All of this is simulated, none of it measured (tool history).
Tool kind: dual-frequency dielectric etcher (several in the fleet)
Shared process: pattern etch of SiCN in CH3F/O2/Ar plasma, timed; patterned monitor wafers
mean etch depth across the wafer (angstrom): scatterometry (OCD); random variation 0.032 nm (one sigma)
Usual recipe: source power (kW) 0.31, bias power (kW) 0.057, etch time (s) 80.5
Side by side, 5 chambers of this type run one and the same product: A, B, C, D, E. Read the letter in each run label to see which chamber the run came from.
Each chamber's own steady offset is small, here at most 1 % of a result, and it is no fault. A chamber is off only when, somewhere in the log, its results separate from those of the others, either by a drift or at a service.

run,hour,source power (kW),bias power (kW),etch time (s),hours since the last wet clean,hours since the last source power generator calibration,hours since the last bias power generator calibration,"read-back reference wafer on the same gauge, depth_nm",mean etch depth across the wafer (angstrom)
1E,8.2,0.31,0.057,80.5,535.2,1633.3,3130.5,20.696,253.03
2B,17.7,0.31,0.057,80.5,114.2,1560.1,3093.7,20.697,253.01
3A,31.9,0.31,0.057,80.5,342.5,2210.3,798.7,20.698,251.03
4C,44.6,0.31,0.057,80.5,278.9,2826.9,2066.7,20.693,253.47
5D,52.6,0.31,0.057,80.5,370.7,1323.2,918.9,20.686,253.57
6D,60.1,0.31,0.057,80.5,378.2,1330.7,926.4,20.683,253.67
7E,74.9,0.31,0.057,80.5,601.9,1700,3197.2,20.688,252.75
8B,85.4,0.23,0.057,80.5,181.9,1627.8,3161.4,20.682,225.67
9C,92.7,0.23,0.057,80.5,327,2875,2114.8,20.68,225.77
10A,102.5,0.23,0.057,80.5,413.1,2280.9,869.3,20.682,224.94
# hour 107.4: chamber E: wet clean of the chamber
11B,111.5,0.23,0.057,80.5,208,1653.9,3187.5,20.675,225.74
# hour 119.1: chamber A: wet clean of the chamber
12E,122,0.23,0.057,80.5,14.6,1747.1,3244.3,20.671,225.2
13D,131.9,0.31,0.057,80.5,450,1402.5,998.2,20.666,253.23
14A,140.9,0.31,0.057,80.5,21.8,2319.3,907.7,20.664,250.47
15C,152.4,0.31,0.057,80.5,386.7,2934.7,2174.5,20.663,253.1
# hour 157.6: chamber E: source power generator calibrated
16E,162.7,0.31,0.057,80.5,55.3,5.1,3285,20.665,252.11
17D,170.3,0.31,0.057,80.5,488.4,1440.9,1036.6,20.663,253.52
18C,181,0.31,0.057,80.5,415.3,2963.3,2203.1,20.668,252.5
19A,195.2,0.31,0.057,80.5,76.1,2373.6,962,20.653,250.76
20B,207.7,0.31,0.057,80.5,304.2,1750.1,3283.7,20.655,252.54
21D,215.6,0.31,0.057,80.5,533.7,1486.2,1081.9,20.652,252.88
22A,227.8,0.31,0.057,80.5,108.7,2406.2,994.6,20.653,250.54
# hour 238: chamber D: wet clean of the chamber
23B,242.3,0.31,0.057,80.5,338.8,1784.7,3318.3,20.645,252.51
24C,256.8,0.31,0.057,80.5,491.1,3039.1,2278.9,20.64,251.87
25E,265.3,0.31,0.057,80.5,157.9,107.7,3387.6,20.64,251.92
# hour 271.2: chamber E: bias power generator calibrated
# hour 276.3: chamber B: wet clean of the chamber
26B,276.5,0.31,0.057,80.5,0.2,1818.9,3352.5,20.642,252.24
27D,284.2,0.31,0.057,80.5,46.2,1554.8,1150.5,20.633,252.94
28C,298.7,0.31,0.057,80.5,533,3081,2320.8,20.626,251.89
29E,308.6,0.31,0.044,80.5,201.2,151,37.5,20.628,232.13
30A,319.7,0.31,0.044,80.5,200.6,2498.1,1086.5,20.63,229.97
31D,329.5,0.31,0.044,80.5,91.5,1600.1,1195.8,20.622,231.94
32B,340.8,0.31,0.044,80.5,64.5,1883.2,3416.8,20.62,230.83
33C,350.6,0.31,0.044,80.5,584.9,3132.9,2372.7,20.621,232.09
# hour 361.3: chamber C: wet clean of the chamber
34A,364.8,0.31,0.057,80.5,245.7,2543.2,1131.6,20.616,250.59
35E,380,0.31,0.057,80.5,272.6,222.4,108.9,20.609,251.72
36A,390.2,0.31,0.057,80.5,271.1,2568.6,1157,20.616,250.25
37B,402.2,0.31,0.057,80.5,125.9,1944.6,3478.2,20.61,252.94
38C,409.1,0.31,0.057,80.5,47.8,3191.4,2431.2,20.613,252.52
39E,417.5,0.31,0.057,80.5,310.1,259.9,146.4,20.602,252.01
40D,427.6,0.31,0.057,80.5,189.6,1698.2,1293.9,20.611,252.79
41E,441,0.31,0.057,80.5,333.6,283.4,169.9,20.603,252.59
42C,452.1,0.31,0.057,80.5,90.8,3234.4,2474.2,20.598,252.12
43D,463.1,0.31,0.057,80.5,225.1,1733.7,1329.4,20.598,252.83

The same settings go to every chamber for the next run, one line per chamber below. Forecast the results for each:
44A,474,0.31,0.057,100.5,,,,,?
44B,474,0.31,0.057,100.5,,,,,?
44C,474,0.31,0.057,100.5,,,,,?
44D,474,0.31,0.057,100.5,,,,,?
44E,474,0.31,0.057,100.5,,,,,?

run,mean etch depth across the wafer (angstrom)
44A,311.91
44B,314.46
44C,314.29
44D,315.92
44E,313.87

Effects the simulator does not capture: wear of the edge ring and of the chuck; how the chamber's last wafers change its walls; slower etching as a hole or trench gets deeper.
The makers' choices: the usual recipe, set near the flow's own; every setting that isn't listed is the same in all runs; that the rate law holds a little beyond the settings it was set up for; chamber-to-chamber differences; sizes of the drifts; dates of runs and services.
